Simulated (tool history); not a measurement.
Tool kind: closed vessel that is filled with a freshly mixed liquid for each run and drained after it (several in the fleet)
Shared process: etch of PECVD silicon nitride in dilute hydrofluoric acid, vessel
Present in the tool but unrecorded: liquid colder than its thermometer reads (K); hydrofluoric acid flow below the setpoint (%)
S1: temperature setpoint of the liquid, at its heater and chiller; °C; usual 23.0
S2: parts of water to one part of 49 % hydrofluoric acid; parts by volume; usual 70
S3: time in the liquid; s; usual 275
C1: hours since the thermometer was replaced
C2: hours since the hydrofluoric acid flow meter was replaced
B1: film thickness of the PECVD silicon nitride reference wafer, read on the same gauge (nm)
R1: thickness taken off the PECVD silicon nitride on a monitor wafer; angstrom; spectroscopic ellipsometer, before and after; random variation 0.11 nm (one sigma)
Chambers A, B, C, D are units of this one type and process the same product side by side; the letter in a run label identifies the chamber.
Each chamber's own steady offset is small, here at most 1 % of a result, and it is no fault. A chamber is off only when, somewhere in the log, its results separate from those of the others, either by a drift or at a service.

run 1B hour=8.1 | S1=23.0 S2=70 S3=275 | C1=417.5 C2=807.6 | B1=69.995 | R1=207.90
run 2A hour=14.7 | S1=23.0 S2=70 S3=275 | C1=196.3 C2=250.5 | B1=69.997 | R1=208.10
run 3C hour=23.7 | S1=23.0 S2=70 S3=275 | C1=1733.9 C2=1140.3 | B1=70.030 | R1=208.06
run 4D hour=29.0 | S1=23.0 S2=70 S3=275 | C1=695.9 C2=313.2 | B1=70.022 | R1=209.03
run 5A hour=38.2 | S1=23.0 S2=70 S3=275 | C1=219.8 C2=274.0 | B1=69.985 | R1=207.21
run 6D hour=43.2 | S1=23.0 S2=70 S3=275 | C1=710.1 C2=327.4 | B1=70.005 | R1=206.65
run 7C hour=51.9 | S1=23.0 S2=70 S3=275 | C1=1762.1 C2=1168.5 | B1=70.018 | R1=205.28
run 8B hour=61.2 | S1=23.0 S2=70 S3=275 | C1=470.6 C2=860.7 | B1=69.995 | R1=209.26
run 9C hour=67.7 | S1=23.0 S2=70 S3=275 | C1=1777.9 C2=1184.3 | B1=69.987 | R1=206.62
run 10A hour=72.6 | S1=23.0 S2=70 S3=275 | C1=254.2 C2=308.4 | B1=69.992 | R1=207.13
run 11B hour=79.1 | S1=23.0 S2=70 S3=275 | C1=488.5 C2=878.6 | B1=69.994 | R1=209.33
run 12D hour=88.0 | S1=23.0 S2=70 S3=275 | C1=754.9 C2=372.2 | B1=69.999 | R1=206.06
run 13B hour=95.6 | S1=23.0 S2=70 S3=275 | C1=505.0 C2=895.1 | B1=70.017 | R1=206.75
-- hour=98.4 chamber B: thermometer replaced
run 14D hour=102.1 | S1=23.0 S2=70 S3=275 | C1=769.0 C2=386.3 | B1=70.003 | R1=204.18
run 15A hour=110.0 | S1=23.0 S2=70 S3=275 | C1=291.6 C2=345.8 | B1=70.035 | R1=207.24
run 16C hour=118.4 | S1=23.0 S2=70 S3=275 | C1=1828.6 C2=1235.0 | B1=70.007 | R1=207.01
run 17C hour=122.9 | S1=23.0 S2=95 S3=195 | C1=1833.1 C2=1239.5 | B1=70.014 | R1=108.39
run 18A hour=128.6 | S1=23.0 S2=95 S3=195 | C1=310.2 C2=364.4 | B1=70.015 | R1=110.13
run 19D hour=136.4 | S1=23.0 S2=95 S3=195 | C1=803.3 C2=420.6 | B1=70.020 | R1=109.12
-- hour=141.8 chamber C: hydrofluoric acid flow meter replaced
run 20B hour=142.9 | S1=23.0 S2=95 S3=195 | C1=44.6 C2=942.4 | B1=69.994 | R1=108.26
run 21D hour=147.9 | S1=23.0 S2=40 S3=170 | C1=814.8 C2=432.1 | B1=69.977 | R1=219.74
run 22C hour=157.0 | S1=23.0 S2=40 S3=170 | C1=1867.2 C2=15.3 | B1=70.006 | R1=221.06
run 23A hour=164.2 | S1=23.0 S2=40 S3=170 | C1=345.8 C2=400.0 | B1=70.015 | R1=218.06
run 24B hour=173.1 | S1=23.0 S2=40 S3=170 | C1=74.8 C2=972.6 | B1=70.005 | R1=223.88
run 25A hour=182.3 | S1=23.0 S2=70 S3=275 | C1=363.9 C2=418.1 | B1=70.001 | R1=205.36
run 26C hour=187.4 | S1=26.5 S2=45 S3=275 | C1=1897.6 C2=45.7 | B1=69.984 | R1=401.13
run 27D hour=192.2 | S1=26.5 S2=45 S3=275 | C1=859.1 C2=476.4 | B1=70.025 | R1=399.76
run 28B hour=198.4 | S1=26.5 S2=45 S3=275 | C1=100.1 C2=997.9 | B1=69.997 | R1=411.66
run 29C hour=207.6 | S1=26.5 S2=45 S3=275 | C1=1917.8 C2=65.9 | B1=70.010 | R1=400.94
run 30A hour=215.2 | S1=23.0 S2=70 S3=275 | C1=396.8 C2=451.0 | B1=69.997 | R1=206.30

Predict what each chamber gives when all 4 of them run the settings below next.
run 31A hour=222.1 | S1=23.0 S2=70 S3=380 | R1=?
run 31B hour=222.1 | S1=23.0 S2=70 S3=380 | R1=?
run 31C hour=222.1 | S1=23.0 S2=70 S3=380 | R1=?
run 31D hour=222.1 | S1=23.0 S2=70 S3=380 | R1=?

run=31A R1=283.74
run=31B R1=290.25
run=31C R1=288.17
run=31D R1=286.71

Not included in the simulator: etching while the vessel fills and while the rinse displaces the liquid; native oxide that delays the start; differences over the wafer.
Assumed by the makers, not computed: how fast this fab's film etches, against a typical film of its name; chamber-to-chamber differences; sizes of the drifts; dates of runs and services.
